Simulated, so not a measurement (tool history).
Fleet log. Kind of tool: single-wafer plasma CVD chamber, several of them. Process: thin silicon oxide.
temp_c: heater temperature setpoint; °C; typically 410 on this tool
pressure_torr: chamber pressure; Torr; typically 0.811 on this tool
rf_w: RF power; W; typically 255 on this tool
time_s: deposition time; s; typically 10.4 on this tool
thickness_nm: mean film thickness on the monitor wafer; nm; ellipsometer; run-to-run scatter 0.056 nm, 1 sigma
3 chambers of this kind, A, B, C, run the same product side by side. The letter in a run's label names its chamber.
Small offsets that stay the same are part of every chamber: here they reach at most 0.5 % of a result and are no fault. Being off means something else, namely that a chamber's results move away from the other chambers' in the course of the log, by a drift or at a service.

| run | hour | temp_c | pressure_torr | rf_w | time_s | hours since the last thermocouple change | hours since the last RF generator calibration | hours since the last manometer calibration | read-back reference wafer on the same gauge, thickness_nm | thickness_nm |
|---|---|---|---|---|---|---|---|---|---|---|
| 1A | 7 | 410 | 0.811 | 255 | 10.4 | 253 | 1427.1 | 2207.1 | 19.905 | 17.886 |
| 2B | 11 | 410 | 0.811 | 255 | 10.4 | 227.1 | 1663.8 | 341 | 19.898 | 17.785 |
| 3C | 15.5 | 410 | 0.811 | 255 | 10.4 | 181.9 | 24 | 173 | 19.9 | 17.83 |
| 4A | 22.7 | 410 | 0.811 | 255 | 10.4 | 268.7 | 1442.8 | 2222.8 | 19.894 | 17.861 |
| 5C | 29.3 | 410 | 0.811 | 255 | 10.4 | 195.7 | 37.8 | 186.8 | 19.886 | 17.829 |
| 6B | 36.7 | 410 | 0.811 | 300 | 10.4 | 252.8 | 1689.5 | 366.7 | 19.905 | 19.175 |
| 7C | 42.6 | 410 | 0.811 | 300 | 10.4 | 209 | 51.1 | 200.1 | 19.892 | 19.014 |
| 8A | 48.8 | 410 | 0.811 | 300 | 10.4 | 294.8 | 1468.9 | 2248.9 | 19.896 | 19.178 |
| 9B | 53 | 410 | 0.811 | 255 | 10.4 | 269.1 | 1705.8 | 383 | 19.901 | 17.757 |
| 10C | 58.3 | 410 | 0.663 | 255 | 9.6 | 224.7 | 66.8 | 215.8 | 19.903 | 13.492 |
|  | 60.6 | chamber A: capacitance manometer re-zeroed and calibrated |
| 11A | 63.3 | 410 | 0.663 | 255 | 9.6 | 309.3 | 1483.4 | 2.7 | 19.904 | 12.997 |
| 12B | 68.3 | 410 | 0.663 | 255 | 9.6 | 284.4 | 1721.1 | 398.3 | 19.907 | 13.346 |
| 13C | 71.9 | 410 | 0.811 | 255 | 10.4 | 238.3 | 80.4 | 229.4 | 19.906 | 17.79 |
| 14A | 78.5 | 410 | 0.811 | 255 | 10.4 | 324.5 | 1498.6 | 17.9 | 19.905 | 17.181 |
| 15B | 83.3 | 410 | 0.811 | 255 | 10.4 | 299.4 | 1736.1 | 413.3 | 19.891 | 17.743 |
| 16B | 87.8 | 410 | 0.811 | 255 | 10.4 | 303.9 | 1740.6 | 417.8 | 19.91 | 17.878 |
| 17C | 92.6 | 410 | 0.811 | 255 | 10.4 | 259 | 101.1 | 250.1 | 19.912 | 17.861 |
| 18A | 99.4 | 410 | 0.811 | 255 | 10.4 | 345.4 | 1519.5 | 38.8 | 19.911 | 17.191 |
| 19C | 102.8 | 419 | 0.811 | 255 | 8.6 | 269.2 | 111.3 | 260.3 | 19.907 | 14.668 |
| 20A | 108.4 | 419 | 0.811 | 255 | 8.6 | 354.4 | 1528.5 | 47.8 | 19.912 | 14.239 |
| 21B | 115 | 419 | 0.811 | 255 | 8.6 | 331.1 | 1767.8 | 445 | 19.91 | 14.711 |
| 22A | 121.1 | 410 | 0.811 | 255 | 10.4 | 367.1 | 1541.2 | 60.5 | 19.903 | 17.259 |
| 23C | 124.9 | 410 | 0.811 | 255 | 10.4 | 291.3 | 133.4 | 282.4 | 19.899 | 17.854 |
| 24B | 128.5 | 410 | 0.811 | 255 | 10.4 | 344.6 | 1781.3 | 458.5 | 19.892 | 17.872 |
| 25B | 134.6 | 410 | 0.811 | 255 | 10.4 | 350.7 | 1787.4 | 464.6 | 19.884 | 17.853 |
| 26C | 140.6 | 410 | 0.811 | 255 | 10.4 | 307 | 149.1 | 298.1 | 19.919 | 17.8 |
| 27A | 145.2 | 410 | 0.811 | 255 | 10.4 | 391.2 | 1565.3 | 84.6 | 19.91 | 17.212 |
| 28C | 149.7 | 410 | 0.811 | 255 | 10.4 | 316.1 | 158.2 | 307.2 | 19.889 | 17.858 |
| 29B | 154.1 | 410 | 0.811 | 255 | 10.4 | 370.2 | 1806.9 | 484.1 | 19.887 | 17.917 |

Predict what each chamber gives when all 3 of them run the settings below next.
| 30A | 159.4 | 410 | 0.811 | 210 | 10.4 |  |  |  |  | ? |
| 30B | 159.4 | 410 | 0.811 | 210 | 10.4 |  |  |  |  | ? |
| 30C | 159.4 | 410 | 0.811 | 210 | 10.4 |  |  |  |  | ? |

| run | thickness_nm |
|---|---|
| 30A | 15.697 |
| 30B | 16.349 |
| 30C | 16.277 |
